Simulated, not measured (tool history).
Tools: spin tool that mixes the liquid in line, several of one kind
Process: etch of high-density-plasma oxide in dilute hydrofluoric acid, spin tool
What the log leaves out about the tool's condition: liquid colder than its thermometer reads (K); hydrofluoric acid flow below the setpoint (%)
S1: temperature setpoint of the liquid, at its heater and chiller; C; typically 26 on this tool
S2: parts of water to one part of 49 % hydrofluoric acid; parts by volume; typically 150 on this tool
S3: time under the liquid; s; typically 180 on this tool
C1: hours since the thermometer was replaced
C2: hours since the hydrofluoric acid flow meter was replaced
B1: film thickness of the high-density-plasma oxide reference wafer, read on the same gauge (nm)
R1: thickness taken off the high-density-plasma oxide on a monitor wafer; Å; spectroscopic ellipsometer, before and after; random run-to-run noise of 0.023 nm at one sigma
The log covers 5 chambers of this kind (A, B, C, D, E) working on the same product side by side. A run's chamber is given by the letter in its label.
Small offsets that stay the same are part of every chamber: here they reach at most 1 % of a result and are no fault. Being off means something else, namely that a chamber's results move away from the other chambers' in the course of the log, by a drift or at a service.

run	hour	S1	S2	S3	C1	C2	B1	R1
1A	8.8	26	150	180	886.4	40.8	90.001	74.964
2C	21.3	26	150	180	2468.1	1053	89.995	74.754
3D	28.8	26	150	180	104.5	1430.5	89.974	75.58
4E	41.2	26	150	180	1351.2	204.4	89.981	74.831
5B	47.5	26	150	180	437	474.4	89.98	75.137
6B	56.1	26	150	180	445.6	483	90.003	75.255
7A	69.9	26	150	180	947.5	101.9	89.999	74.77
8C	80.3	26	150	280	2527.1	1112	89.995	116.76
9E	86.8	26	150	280	1396.8	250	89.999	116.54
10D	96.7	26	150	280	172.4	1498.4	89.983	117.95
11B	106.5	26	150	280	496	533.4	89.997	116.44
12A	117.4	26	150	280	995	149.4	89.979	115.92
13E	124	26	95	275	1434	287.2	90.005	193.46
14D	133.9	26	95	275	209.6	1535.6	90.003	193.52
15C	146.3	26	95	275	2593.1	1178	90.007	192.31
16C	153.4	26	95	275	2600.2	1185.1	90.009	192.38
17B	165.1	26	95	275	554.6	592	90.026	189.26
18E	174.2	26	150	180	1484.2	337.4	89.995	74.769
19D	186.6	26	150	180	262.3	1588.3	90	75.281
20A	196.2	26	150	180	1073.8	228.2	90.025	74.761
21B	205.6	26	150	180	595.1	632.5	89.992	73.657
22A	217.2	26	150	180	1094.8	249.2	89.988	74.634
23E	228.4	26	150	180	1538.4	391.6	90.014	74.18
24D	236.8	26	150	180	312.5	1638.5	89.992	75.633
25C	244.7	26	150	180	2691.5	1276.4	90.017	74.417
26E	253.9	26	150	180	1563.9	417.1	89.985	74.555
27B	267.5	26	150	180	657	694.4	90.013	72.715
28A	275	26	150	180	1152.6	307	89.992	74.163
29D	283.4	22	150	180	359.1	1685.1	89.983	64.986
30C	297.1	22	150	180	2743.9	1328.8	89.987	64.344
31A	309.9	22	150	180	1187.5	341.9	90.006	64.342

Is one chamber out of step, is the gauge drifting, or do the chambers differ by no more than their own small offsets? For an off chamber, give its letter and the likeliest cause.

It is chamber B that slowly wanders off from its peers.
Most likely cause: hydrofluoric acid flow below the setpoint (%) = 3.22.
The log may not separate it from: liquid colder than its thermometer reads (K).

Which of the 4 candidates below, each the usual settings with something changed and its results left as question marks, puts chamber B back in line with what the other chambers give on the usual settings?
To be in line, a result may differ from the other chambers' mean on the usual settings by at most: R1 0.79 Å
32B-1	320	26	145	180				?
32B-2	320	26	155	175				?
32B-3	320	26	145	185				?
32B-4	320	26	155	180				?

Other chambers, usual settings, mean: R1 74.897 Å
run	R1
32B-1	75.308
32B-2	67.735
32B-3	77.4
32B-4	69.67
Change 32B-1 lands the chamber within the allowed miss of the other chambers.
